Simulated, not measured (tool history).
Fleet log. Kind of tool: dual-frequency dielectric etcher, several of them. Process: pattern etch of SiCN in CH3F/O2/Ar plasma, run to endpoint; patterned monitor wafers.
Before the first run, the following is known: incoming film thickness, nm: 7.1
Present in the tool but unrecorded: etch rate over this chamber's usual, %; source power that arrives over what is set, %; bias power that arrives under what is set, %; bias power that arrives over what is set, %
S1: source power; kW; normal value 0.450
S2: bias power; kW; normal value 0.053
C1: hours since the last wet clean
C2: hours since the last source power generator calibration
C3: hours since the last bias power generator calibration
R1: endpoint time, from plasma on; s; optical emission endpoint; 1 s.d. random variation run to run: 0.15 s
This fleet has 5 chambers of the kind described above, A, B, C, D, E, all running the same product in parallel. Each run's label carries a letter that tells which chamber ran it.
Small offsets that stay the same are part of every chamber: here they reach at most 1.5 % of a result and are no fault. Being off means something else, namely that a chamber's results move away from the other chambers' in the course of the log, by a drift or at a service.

run,hour,S1,S2,C1,C2,C3,R1
1D,5.4,0.450,0.053,231.9,634.0,3149.8,20.004
2E,11.5,0.450,0.053,130.2,2790.0,1696.3,20.003
3C,21.5,0.450,0.053,384.9,1141.7,1955.8,20.086
4B,30.3,0.450,0.053,436.7,1189.2,237.5,20.059
5A,40.7,0.450,0.053,362.1,3228.0,1551.8,20.108
6B,49.0,0.450,0.053,455.4,1207.9,256.2,19.903
7D,57.4,0.560,0.065,283.9,686.0,3201.8,17.397
8E,67.6,0.560,0.065,186.3,2846.1,1752.4,17.074
9C,77.9,0.560,0.065,441.3,1198.1,2012.2,17.151
10A,87.4,0.560,0.065,408.8,3274.7,1598.5,17.541
11A,97.9,0.560,0.065,419.3,3285.2,1609.0,17.266
12B,106.2,0.450,0.053,512.6,1265.1,313.4,19.839
13D,116.8,0.450,0.053,343.3,745.4,3261.2,20.009
14C,122.7,0.450,0.053,486.1,1242.9,2057.0,20.288
# hour 129.8: chamber B: wet clean of the chamber
15E,132.3,0.450,0.053,251.0,2910.8,1817.1,19.723
16B,137.1,0.450,0.053,7.3,1296.0,344.3,19.938
# hour 145.5: chamber C: wet clean of the chamber
17C,146.4,0.450,0.053,0.9,1266.6,2080.7,20.174
18D,153.3,0.450,0.053,379.8,781.9,3297.7,20.286
19A,158.2,0.450,0.053,479.6,3345.5,1669.3,20.320
20E,167.7,0.450,0.053,286.4,2946.2,1852.5,19.806
21D,175.7,0.450,0.053,402.2,804.3,3320.1,19.949
22E,185.5,0.450,0.043,304.2,2964.0,1870.3,21.192
23C,191.3,0.450,0.043,45.8,1311.5,2125.6,21.300
24A,199.7,0.450,0.043,521.1,3387.0,1710.8,21.679
25B,204.6,0.450,0.043,74.8,1363.5,411.8,21.249
26C,210.8,0.450,0.043,65.3,1331.0,2145.1,21.466
27B,217.4,0.450,0.053,87.6,1376.3,424.6,20.193
28D,224.2,0.450,0.053,450.7,852.8,3368.6,20.056
29E,232.7,0.450,0.053,351.4,3011.2,1917.5,19.633
30A,237.7,0.450,0.053,559.1,3425.0,1748.8,20.316
# hour 240.6: chamber D: bias power generator calibrated
31E,246.1,0.450,0.053,364.8,3024.6,1930.9,19.694
32D,254.8,0.450,0.053,481.3,883.4,14.2,19.976

Each of the 5 chambers runs these same settings next. Fill in every chamber's results:
33A,262.3,0.380,0.053,,,,?
33B,262.3,0.380,0.053,,,,?
33C,262.3,0.380,0.053,,,,?
33D,262.3,0.380,0.053,,,,?
33E,262.3,0.380,0.053,,,,?

run,R1
33A,21.549
33B,21.104
33C,21.430
33D,21.384
33E,20.996
